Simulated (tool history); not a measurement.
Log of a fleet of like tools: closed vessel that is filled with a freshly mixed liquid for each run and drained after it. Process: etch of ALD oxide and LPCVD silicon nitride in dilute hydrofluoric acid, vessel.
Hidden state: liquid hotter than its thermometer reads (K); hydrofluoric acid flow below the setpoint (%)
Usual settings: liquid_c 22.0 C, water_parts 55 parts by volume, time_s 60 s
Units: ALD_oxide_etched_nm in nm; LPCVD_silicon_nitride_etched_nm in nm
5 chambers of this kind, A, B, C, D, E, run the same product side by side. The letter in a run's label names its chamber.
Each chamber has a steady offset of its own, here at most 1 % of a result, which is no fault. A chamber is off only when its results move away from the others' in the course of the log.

run,day,liquid_c,water_parts,time_s,hours since the thermometer was replaced,hours since the hydrofluoric acid flow meter was replaced,"read-back film thickness of the ALD oxide reference wafer, read on the same gauge (nm)","read-back film thickness of the LPCVD silicon nitride reference wafer, read on the same gauge (nm)",ALD_oxide_etched_nm,LPCVD_silicon_nitride_etched_nm
1E,0.133,22.0,55,60,397.8,20.9,70.001,79.974,20.0620,0.44349
2B,0.300,22.0,55,60,1144.4,205.3,70.010,80.001,20.1680,0.48887
3A,0.525,22.0,55,60,2024.2,771.7,70.003,80.065,20.2410,0.38289
4C,0.767,22.0,55,60,1136.5,1458.2,69.999,79.982,20.1620,0.38779
5D,0.925,22.0,55,60,425.7,1622.4,69.997,80.013,19.9780,0.45815
6B,1.129,22.0,55,60,1164.3,225.2,70.009,79.978,19.7800,0.41778
7C,1.383,22.0,55,60,1151.3,1473.0,70.011,80.003,20.2790,0.42207
8A,1.604,22.0,85,40,2050.1,797.6,70.003,79.989,8.3493,0.18528
9E,1.767,22.0,85,40,437.0,60.1,70.017,80.015,8.3422,0.18885
10D,1.962,22.0,85,40,450.6,1647.3,69.988,79.979,8.4229,0.18811
11D,2.221,22.0,85,40,456.8,1653.5,70.003,79.961,8.4578,0.20846
12A,2.396,22.0,85,40,2069.1,816.6,69.993,79.978,8.3258,0.21197
13E,2.612,22.0,55,60,457.3,80.4,69.977,79.982,20.3580,0.41584
14C,2.833,22.0,55,60,1186.1,1507.8,69.998,79.985,19.8460,0.39431
# day 3.033: chamber B: thermometer replaced
15B,3.088,22.0,55,60,1.4,272.2,69.996,80.001,19.9370,0.36266
16D,3.317,22.0,55,60,483.1,1679.8,69.975,79.996,20.2930,0.43069
17E,3.542,22.0,55,60,479.6,102.7,69.994,79.975,20.0670,0.46692
18C,3.746,22.0,55,60,1208.0,1529.7,70.006,80.022,19.7490,0.37054
19A,3.879,22.0,55,60,2104.7,852.2,70.012,79.982,20.3360,0.41362
20B,4.050,22.0,55,60,24.5,295.3,69.994,79.978,19.7920,0.43961
21C,4.192,22.0,55,60,1218.7,1540.4,70.005,79.973,20.1710,0.46036
22B,4.358,22.0,55,60,31.9,302.7,70.017,80.016,19.6660,0.43696
23E,4.562,22.0,55,60,504.1,127.2,70.007,79.978,20.3160,0.43597
24D,4.808,22.0,55,60,518.9,1715.6,69.999,80.025,19.9560,0.40421
25A,4.954,22.0,55,60,2130.5,878.0,70.035,79.990,20.1010,0.45988
26E,5.129,22.0,55,60,517.7,140.8,70.019,80.011,20.1240,0.42137
27B,5.296,22.0,55,60,54.4,325.2,69.993,80.014,19.9300,0.43893
28A,5.558,22.0,55,60,2145.0,892.5,69.980,79.972,20.3480,0.38189
29C,5.746,19.5,55,80,1256.0,1577.7,69.995,79.990,24.2170,0.54053
30D,5.958,19.5,55,80,546.5,1743.2,70.002,79.966,23.7350,0.57458
31A,6.079,19.5,55,80,2157.5,905.0,70.013,80.019,24.0140,0.48323
32C,6.321,19.5,55,80,1269.8,1591.5,69.999,80.010,24.2340,0.56049
33E,6.504,19.5,55,80,550.7,173.8,70.008,79.998,23.9300,0.43242

All 5 chambers run these settings next. Forecast each chamber's results:
34A,6.704,22.0,55,60,,,,,?,?
34B,6.704,22.0,55,60,,,,,?,?
34C,6.704,22.0,55,60,,,,,?,?
34D,6.704,22.0,55,60,,,,,?,?
34E,6.704,22.0,55,60,,,,,?,?

run,ALD_oxide_etched_nm,LPCVD_silicon_nitride_etched_nm
34A,19.9260,0.49367
34B,19.7830,0.43456
34C,19.9830,0.46250
34D,20.1210,0.42970
34E,20.2380,0.48428
